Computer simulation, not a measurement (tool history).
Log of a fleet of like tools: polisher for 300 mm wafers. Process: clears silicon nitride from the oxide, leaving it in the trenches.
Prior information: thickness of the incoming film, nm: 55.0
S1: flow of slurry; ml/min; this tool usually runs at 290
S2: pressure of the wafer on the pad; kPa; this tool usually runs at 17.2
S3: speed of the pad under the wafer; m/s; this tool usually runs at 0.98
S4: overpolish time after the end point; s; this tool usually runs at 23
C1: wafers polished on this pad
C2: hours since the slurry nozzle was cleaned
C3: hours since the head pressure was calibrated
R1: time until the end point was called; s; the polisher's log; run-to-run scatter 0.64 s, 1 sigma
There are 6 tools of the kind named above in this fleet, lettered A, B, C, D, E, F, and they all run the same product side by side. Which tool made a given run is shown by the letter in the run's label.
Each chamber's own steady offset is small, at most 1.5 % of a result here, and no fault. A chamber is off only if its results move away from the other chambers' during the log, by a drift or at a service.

-- hour=1.7 chamber B: slurry nozzle cleaned
run 1F hour=3.9 | S1=290 S2=17.2 S3=0.98 S4=23 | C1=73 C2=416.0 C3=526.7 | R1=63.024
run 2D hour=8.6 | S1=290 S2=17.2 S3=0.98 S4=23 | C1=339 C2=55.3 C3=225.9 | R1=62.590
run 3E hour=11.8 | S1=290 S2=17.2 S3=0.98 S4=23 | C1=806 C2=271.2 C3=730.4 | R1=63.926
run 4A hour=15.0 | S1=290 S2=17.2 S3=0.98 S4=23 | C1=286 C2=71.9 C3=1016.2 | R1=65.226
run 5B hour=20.1 | S1=290 S2=17.2 S3=0.98 S4=15 | C1=1176 C2=18.4 C3=397.6 | R1=62.179
-- hour=20.6 chamber C: worn pad replaced by a new one
run 6C hour=24.1 | S1=290 S2=17.2 S3=0.98 S4=15 | C1=30 C2=141.0 C3=295.9 | R1=63.439
run 7C hour=29.0 | S1=290 S2=17.2 S3=0.98 S4=15 | C1=74 C2=145.9 C3=300.8 | R1=63.763
run 8E hour=32.6 | S1=290 S2=17.2 S3=0.98 S4=15 | C1=990 C2=292.0 C3=751.2 | R1=64.337
run 9D hour=35.6 | S1=290 S2=17.2 S3=0.98 S4=15 | C1=577 C2=82.3 C3=252.9 | R1=62.291
run 10A hour=41.5 | S1=290 S2=17.2 S3=0.98 S4=15 | C1=520 C2=98.4 C3=1042.7 | R1=62.879
-- hour=46.3 chamber B: worn pad replaced by a new one
run 11F hour=46.6 | S1=290 S2=17.2 S3=0.98 S4=23 | C1=450 C2=458.7 C3=569.4 | R1=62.659
-- hour=47.1 chamber D: worn pad replaced by a new one
-- hour=47.6 chamber E: worn pad replaced by a new one
-- hour=49.0 chamber A: worn pad replaced by a new one
run 12B hour=50.6 | S1=290 S2=17.2 S3=0.98 S4=23 | C1=38 C2=48.9 C3=428.1 | R1=62.914
run 13C hour=53.9 | S1=290 S2=17.2 S3=0.98 S4=23 | C1=293 C2=170.8 C3=325.7 | R1=63.354
-- hour=54.5 chamber C: head pressure recalibrated
run 14A hour=57.7 | S1=290 S2=17.2 S3=0.98 S4=23 | C1=77 C2=114.6 C3=1058.9 | R1=64.278
run 15B hour=62.2 | S1=290 S2=17.2 S3=0.98 S4=23 | C1=140 C2=60.5 C3=439.7 | R1=61.998
run 16E hour=67.0 | S1=290 S2=17.2 S3=0.98 S4=23 | C1=171 C2=326.4 C3=785.6 | R1=63.867
run 17F hour=71.3 | S1=385 S2=12.4 S3=0.98 S4=23 | C1=667 C2=483.4 C3=594.1 | R1=86.671
run 18D hour=74.1 | S1=385 S2=12.4 S3=0.98 S4=23 | C1=238 C2=120.8 C3=291.4 | R1=84.949
run 19B hour=77.3 | S1=385 S2=12.4 S3=0.98 S4=23 | C1=273 C2=75.6 C3=454.8 | R1=86.121
-- hour=79.2 chamber F: worn pad replaced by a new one
run 20C hour=81.5 | S1=385 S2=12.4 S3=0.98 S4=23 | C1=536 C2=198.4 C3=27.0 | R1=85.908
run 21D hour=85.8 | S1=385 S2=12.4 S3=0.98 S4=23 | C1=341 C2=132.5 C3=303.1 | R1=84.546
run 22A hour=90.0 | S1=385 S2=12.4 S3=0.98 S4=23 | C1=362 C2=146.9 C3=1091.2 | R1=84.824
run 23E hour=93.8 | S1=290 S2=17.2 S3=0.98 S4=23 | C1=407 C2=353.2 C3=812.4 | R1=64.313
run 24F hour=97.4 | S1=290 S2=17.2 S3=0.98 S4=23 | C1=160 C2=509.5 C3=620.2 | R1=63.270
run 25F hour=102.8 | S1=290 S2=17.2 S3=0.98 S4=23 | C1=208 C2=514.9 C3=625.6 | R1=62.846
run 26E hour=108.2 | S1=290 S2=17.2 S3=0.98 S4=23 | C1=534 C2=367.6 C3=826.8 | R1=64.802
run 27B hour=113.6 | S1=290 S2=17.2 S3=0.98 S4=23 | C1=593 C2=111.9 C3=491.1 | R1=62.415
-- hour=114.3 chamber A: worn pad replaced by a new one
-- hour=116.2 chamber C: worn pad replaced by a new one
run 28C hour=118.7 | S1=290 S2=17.2 S3=0.98 S4=23 | C1=22 C2=235.6 C3=64.2 | R1=63.805
run 29D hour=123.0 | S1=355 S2=17.2 S3=0.84 S4=23 | C1=669 C2=169.7 C3=340.3 | R1=71.329
-- hour=126.8 chamber D: worn pad replaced by a new one
run 30A hour=128.8 | S1=355 S2=17.2 S3=0.84 S4=23 | C1=128 C2=185.7 C3=1130.0 | R1=72.899
run 31D hour=133.9 | S1=355 S2=17.2 S3=0.84 S4=23 | C1=62 C2=180.6 C3=351.2 | R1=71.171
run 32C hour=136.7 | S1=355 S2=17.2 S3=0.84 S4=23 | C1=181 C2=253.6 C3=82.2 | R1=73.612
run 33E hour=140.2 | S1=355 S2=17.2 S3=0.84 S4=23 | C1=816 C2=399.6 C3=858.8 | R1=74.286
-- hour=144.1 chamber A: head pressure recalibrated
run 34F hour=144.9 | S1=355 S2=17.2 S3=0.84 S4=23 | C1=579 C2=557.0 C3=667.7 | R1=72.925
run 35B hour=148.7 | S1=290 S2=17.2 S3=0.98 S4=23 | C1=902 C2=147.0 C3=526.2 | R1=63.591
run 36A hour=153.2 | S1=290 S2=17.2 S3=0.98 S4=23 | C1=343 C2=210.1 C3=9.2 | R1=63.894

Next, every chamber runs the same settings. What will each give?
run 37A hour=157.7 | S1=290 S2=22.8 S3=0.98 S4=23 | R1=?
run 37B hour=157.7 | S1=290 S2=22.8 S3=0.98 S4=23 | R1=?
run 37C hour=157.7 | S1=290 S2=22.8 S3=0.98 S4=23 | R1=?
run 37D hour=157.7 | S1=290 S2=22.8 S3=0.98 S4=23 | R1=?
run 37E hour=157.7 | S1=290 S2=22.8 S3=0.98 S4=23 | R1=?
run 37F hour=157.7 | S1=290 S2=22.8 S3=0.98 S4=23 | R1=?

run=37A R1=47.861
run=37B R1=47.758
run=37C R1=48.987
run=37D R1=47.696
run=37E R1=48.115
run=37F R1=47.688
